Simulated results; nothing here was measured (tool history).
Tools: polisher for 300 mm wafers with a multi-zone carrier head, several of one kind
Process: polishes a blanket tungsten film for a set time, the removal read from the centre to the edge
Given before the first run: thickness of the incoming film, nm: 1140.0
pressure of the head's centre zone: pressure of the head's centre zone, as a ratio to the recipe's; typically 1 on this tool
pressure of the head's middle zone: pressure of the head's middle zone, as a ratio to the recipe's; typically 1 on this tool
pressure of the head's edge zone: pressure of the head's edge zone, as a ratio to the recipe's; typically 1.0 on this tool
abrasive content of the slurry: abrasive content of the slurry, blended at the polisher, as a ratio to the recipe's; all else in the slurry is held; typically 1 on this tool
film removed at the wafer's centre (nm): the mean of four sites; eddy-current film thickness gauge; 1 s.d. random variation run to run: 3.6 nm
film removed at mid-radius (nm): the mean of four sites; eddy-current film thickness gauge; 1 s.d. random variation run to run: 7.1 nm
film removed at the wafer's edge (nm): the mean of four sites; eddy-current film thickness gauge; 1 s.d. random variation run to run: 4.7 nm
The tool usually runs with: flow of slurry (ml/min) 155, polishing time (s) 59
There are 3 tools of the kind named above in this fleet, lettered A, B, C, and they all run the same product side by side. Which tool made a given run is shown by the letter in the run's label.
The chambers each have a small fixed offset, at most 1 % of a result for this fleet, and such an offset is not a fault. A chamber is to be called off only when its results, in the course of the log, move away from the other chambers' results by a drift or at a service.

| run | hour | flow of slurry (ml/min) | pressure of the head's centre zone | pressure of the head's middle zone | pressure of the head's edge zone | abrasive content of the slurry | polishing time (s) | wafers polished on this pad | hours since the slurry nozzle was cleaned | hours since the centre zone pressure was calibrated | hours since the edge zone pressure was calibrated | film removed at the wafer's centre (nm) | film removed at mid-radius (nm) | film removed at the wafer's edge (nm) |
|---|---|---|---|---|---|---|---|---|---|---|---|---|---|---|
|  | 3.7 | chamber A: centre zone pressure recalibrated |
|  | 4.4 | chamber A: worn pad replaced by a new one |
| 1C | 5.0 | 155 | 1 | 1 | 1.0 | 1 | 59 | 374 | 416.8 | 431.8 | 185.3 | 478.68 | 480.49 | 478.30 |
| 2B | 11.0 | 155 | 1 | 1 | 1.0 | 1 | 59 | 476 | 256.2 | 20.8 | 623.1 | 473.59 | 476.63 | 481.51 |
|  | 12.7 | chamber C: worn pad replaced by a new one |
| 3A | 16.9 | 155 | 1 | 1 | 1.0 | 1 | 59 | 192 | 233.4 | 13.3 | 151.6 | 470.63 | 474.90 | 469.60 |
|  | 22.5 | chamber B: worn pad replaced by a new one |
| 4C | 23.3 | 155 | 1 | 1 | 1.0 | 1 | 59 | 162 | 435.1 | 450.1 | 203.6 | 482.07 | 482.15 | 481.40 |
| 5A | 26.5 | 155 | 1 | 1 | 1.0 | 1 | 59 | 339 | 243.0 | 22.9 | 161.2 | 474.61 | 482.81 | 478.90 |
| 6B | 31.4 | 155 | 1 | 1 | 1.0 | 1 | 59 | 136 | 276.6 | 41.2 | 643.5 | 470.79 | 495.91 | 479.62 |
| 7A | 37.3 | 155 | 1 | 1 | 1.0 | 1 | 59 | 504 | 253.8 | 33.7 | 172.0 | 476.35 | 475.48 | 478.07 |
| 8C | 42.0 | 155 | 1 | 1 | 1.0 | 1 | 59 | 448 | 453.8 | 468.8 | 222.3 | 480.30 | 477.08 | 472.81 |
| 9B | 47.3 | 155 | 1 | 1 | 1.0 | 1 | 59 | 379 | 292.5 | 57.1 | 659.4 | 471.31 | 479.78 | 471.39 |
|  | 47.6 | chamber C: worn pad replaced by a new one |
| 10A | 51.0 | 155 | 1 | 1 | 1.0 | 1 | 59 | 713 | 267.5 | 47.4 | 185.7 | 475.45 | 481.96 | 474.03 |
|  | 52.5 | chamber A: worn pad replaced by a new one |
| 11C | 57.2 | 155 | 1 | 1 | 1.0 | 1 | 59 | 147 | 469.0 | 484.0 | 237.5 | 475.90 | 477.02 | 478.91 |
|  | 61.9 | chamber A: slurry nozzle cleaned |
| 12B | 62.9 | 155 | 1 | 1 | 1.0 | 1 | 59 | 617 | 308.1 | 72.7 | 675.0 | 476.62 | 488.29 | 468.98 |
|  | 64.4 | chamber B: worn pad replaced by a new one |
| 13A | 67.2 | 120 | 1 | 1 | 1.0 | 1 | 59 | 226 | 5.3 | 63.6 | 201.9 | 448.99 | 444.23 | 463.79 |
| 14C | 72.2 | 120 | 1 | 1 | 1.0 | 1 | 59 | 377 | 484.0 | 499.0 | 252.5 | 446.22 | 442.06 | 457.70 |
| 15B | 78.8 | 120 | 1 | 1 | 1.0 | 1 | 59 | 220 | 324.0 | 88.6 | 690.9 | 448.83 | 458.00 | 457.50 |
|  | 82.9 | chamber C: worn pad replaced by a new one |
| 16B | 85.0 | 155 | 1 | 1 | 1.0 | 1 | 59 | 315 | 330.2 | 94.8 | 697.1 | 473.58 | 489.31 | 476.90 |
| 17A | 89.7 | 155 | 1 | 1 | 1.0 | 1 | 59 | 570 | 27.8 | 86.1 | 224.4 | 477.06 | 490.90 | 466.80 |
| 18C | 95.8 | 155 | 1 | 1 | 1.0 | 1 | 59 | 198 | 507.6 | 522.6 | 276.1 | 483.72 | 467.18 | 481.47 |
| 19A | 99.8 | 155 | 1 | 1 | 1.0 | 1 | 59 | 724 | 37.9 | 96.2 | 234.5 | 478.67 | 471.41 | 474.94 |
|  | 103.4 | chamber A: worn pad replaced by a new one |
| 20C | 103.5 | 155 | 1 | 1 | 1.0 | 1 | 59 | 316 | 515.3 | 530.3 | 283.8 | 483.02 | 482.80 | 480.13 |
|  | 106.3 | chamber B: worn pad replaced by a new one |
| 21B | 107.7 | 155 | 1 | 1 | 1.0 | 1 | 59 | 21 | 352.9 | 117.5 | 719.8 | 475.29 | 477.81 | 476.64 |
| 22C | 112.2 | 155 | 1 | 1 | 1.0 | 1 | 59 | 449 | 524.0 | 539.0 | 292.5 | 472.15 | 473.04 | 474.67 |
| 23B | 115.9 | 155 | 1 | 1 | 1.0 | 1 | 59 | 147 | 361.1 | 125.7 | 728.0 | 474.85 | 475.39 | 471.22 |
| 24A | 122.9 | 155 | 1 | 1 | 1.0 | 1 | 59 | 299 | 61.0 | 119.3 | 257.6 | 476.00 | 467.37 | 472.60 |
| 25B | 128.0 | 155 | 1 | 1 | 1.0 | 1 | 59 | 332 | 373.2 | 137.8 | 740.1 | 472.44 | 480.26 | 483.46 |

Has any chamber moved away from the others, gradually or after a service, or does the common gauge drift, or do the chambers differ only by their own small steady offsets? State the chamber and the most likely cause if one applies.

Nothing is wrong: each chamber keeps only its own small, steady offset and the gauge holds still.

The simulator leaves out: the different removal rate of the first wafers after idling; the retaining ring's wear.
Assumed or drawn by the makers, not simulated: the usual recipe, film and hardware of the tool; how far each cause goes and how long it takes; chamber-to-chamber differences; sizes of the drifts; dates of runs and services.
